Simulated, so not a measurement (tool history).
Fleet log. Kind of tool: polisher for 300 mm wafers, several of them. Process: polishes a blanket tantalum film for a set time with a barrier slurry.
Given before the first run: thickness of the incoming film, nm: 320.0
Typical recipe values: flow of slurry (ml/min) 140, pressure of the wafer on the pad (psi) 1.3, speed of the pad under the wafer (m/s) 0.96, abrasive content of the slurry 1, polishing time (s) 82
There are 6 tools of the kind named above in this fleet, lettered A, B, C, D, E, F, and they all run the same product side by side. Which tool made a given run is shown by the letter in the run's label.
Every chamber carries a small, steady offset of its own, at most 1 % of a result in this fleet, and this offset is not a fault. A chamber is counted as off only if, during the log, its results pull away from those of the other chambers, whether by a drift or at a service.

run   hour  flow of slurry (ml/min)  pressure of the wafer on the pad (psi)  speed of the pad under the wafer (m/s)  abrasive content of the slurry  polishing time (s)  film removed (Å)
       0.8  -- chamber E: slurry blender recalibrated
 1A    7.7                      140                                     1.3                                    0.96                               1                  82            749.76
 2D   19.1                      140                                     1.3                                    0.96                               1                  82            763.01
 3F     29                      140                                     1.3                                    0.96                               1                  82            746.23
      32.6  -- chamber F: slurry nozzle cleaned
 4C   41.2                      140                                     1.3                                    0.96                               1                  82            745.66
      41.4  -- chamber C: worn pad replaced by a new one
      42.8  -- chamber B: worn pad replaced by a new one
      42.8  -- chamber D: worn pad replaced by a new one
        49  -- chamber A: worn pad replaced by a new one
 5B   53.8                      140                                     1.3                                    0.96                               1                  82             756.1
 6E     66                      140                                     1.3                                    0.96                               1                  82             762.2
      71.3  -- chamber A: slurry blender recalibrated
      78.7  -- chamber E: worn pad replaced by a new one
 7A   78.9                      140                                     1.3                                    1.22                               1                  82            957.46
 8F   85.6                      140                                     1.3                                    1.22                               1                  82            956.47
        89  -- chamber D: slurry blender recalibrated
 9B   91.6                      140                                     1.3                                    1.22                               1                  82            965.62
10E   98.8                      140                                     1.3                                    1.22                               1                  82            980.87
     103.6  -- chamber F: worn pad replaced by a new one
     104.1  -- chamber C: slurry nozzle cleaned
11C  109.3                      140                                     1.3                                    1.22                               1                  82            947.95
       116  -- chamber C: worn pad replaced by a new one
12D    120                      140                                     1.3                                    1.22                               1                  82            952.55
13C  132.5                      140                                     1.3                                    0.96                               1                  82            758.48
     138.7  -- chamber D: worn pad replaced by a new one
14D  145.6                      100                                     0.8                                    0.96                               1                  82            453.52
     148.9  -- chamber A: slurry nozzle cleaned
15B    155                      100                                     0.8                                    0.96                               1                  82            439.94
16F  162.7                      100                                     0.8                                    0.96                               1                  82            438.57
     165.6  -- chamber D: head pressure recalibrated
17E  172.2                      100                                     0.8                                    0.96                               1                  82            436.91
     175.2  -- chamber B: worn pad replaced by a new one
     183.9  -- chamber A: worn pad replaced by a new one
18A  184.2                      100                                     0.8                                    0.96                               1                  82            435.01
     192.8  -- chamber C: worn pad replaced by a new one
19F  196.5                      100                                     0.8                                    0.96                               1                  82            441.24
     198.8  -- chamber E: worn pad replaced by a new one
     201.4  -- chamber B: head pressure recalibrated
     203.6  -- chamber C: slurry blender recalibrated
20C  205.6                      140                                     1.5                                    0.96                               1                 100            1047.8
     209.5  -- chamber F: slurry blender recalibrated
21B  218.1                      140                                     1.5                                    0.96                               1                 100            1067.9
22E  225.7                      140                                     1.5                                    0.96                               1                 100            1086.6
     229.3  -- chamber B: slurry blender recalibrated
     229.3  -- chamber F: worn pad replaced by a new one
     236.7  -- chamber D: worn pad replaced by a new one
23A  239.5                      140                                     1.5                                    0.96                               1                 100            1080.5
     250.7  -- chamber A: slurry blender recalibrated
24D  253.4                      140                                     1.5                                    0.96                               1                 100            1066.6
25D  266.6                      140                                     1.5                                    0.96                               1                 100              1062
     273.8  -- chamber C: worn pad replaced by a new one
26B  278.6                      140                                     1.3                                    0.96                               1                  82            775.98
     288.1  -- chamber E: slurry blender recalibrated
27A  290.7                      140                                     1.3                                    0.96                               1                  82            748.66
     295.4  -- chamber A: worn pad replaced by a new one
     295.7  -- chamber C: head pressure recalibrated
     298.9  -- chamber B: worn pad replaced by a new one
28F  300.3                      140                                     1.3                                    0.96                               1                  82            757.88
29E  311.5                      140                                     1.3                                    0.96                               1                  82             759.6
     315.7  -- chamber D: worn pad replaced by a new one
30C  323.8                      140                                     1.3                                    0.96                               1                  82            750.95
     327.1  -- chamber E: worn pad replaced by a new one
     333.4  -- chamber F: worn pad replaced by a new one
31C  336.7                      140                                     1.3                                    0.96                               1                  82            747.92
32F  345.2                      140                                     1.3                                    0.96                               1                  82            747.25
33D  354.8                      140                                     1.7                                    1.24                               1                  82              1271
34A  365.9                      140                                     1.7                                    1.24                               1                  82            1273.2
35B  374.2                      140                                     1.7                                    1.24                               1                  82            1268.3
36E    385                      140                                     1.7                                    1.24                               1                  82            1222.6
37B  391.8                      140                                     1.7                                    1.24                               1                  82            1286.9
     399.6  -- chamber D: slurry blender recalibrated
     401.4  -- chamber D: worn pad replaced by a new one
38D  405.2                      140                                     1.7                                    1.24                               1                  82            1295.4
     406.9  -- chamber A: slurry blender recalibrated
     412.1  -- chamber A: worn pad replaced by a new one
39A  414.2                      140                                     1.3                                    0.96                               1                  82             765.1
40F  426.3                      140                                     1.3                                    0.66                               1                  96            616.35
41E    433                      140                                     1.3                                    0.66                               1                  96            575.55

Decide between three cases: one chamber stands off from its peers, the gauge reading all wafers drifts, or nothing is wrong past each chamber's small offset. Where a chamber is off, say which and what most likely put it there.

It is chamber E that slowly wanders off from its peers.
Cause: slurry flow missing at the pad, % = 28.3.
The log may not tell that from: head's pressure below its setpoint, %.

Here are 4 candidates for chamber E's next run, each the usual settings with a change, their results left as question marks. Which one brings its results back in line with what the others give on the usual settings?
In-line tolerance around the mean of the other chambers on the usual settings: film removed (Å) 29
42E-1  442.9                      140                                     1.3                                     0.9                               1                  77                 ?
42E-2  442.9                      140                                     1.5                                    0.96                               1                  82                 ?
42E-3  442.9                      140                                     1.3                                     0.9                               1                  82                 ?
42E-4  442.9                      140                                     1.3                                    0.96                               1                  87                 ?

What the other chambers average on the usual settings: film removed (Å) 757.25
  run  film removed (Å)
42E-1             629.5
42E-2            824.85
42E-3            670.38
42E-4            758.35
42E-4 puts the chamber back in line with the other chambers.

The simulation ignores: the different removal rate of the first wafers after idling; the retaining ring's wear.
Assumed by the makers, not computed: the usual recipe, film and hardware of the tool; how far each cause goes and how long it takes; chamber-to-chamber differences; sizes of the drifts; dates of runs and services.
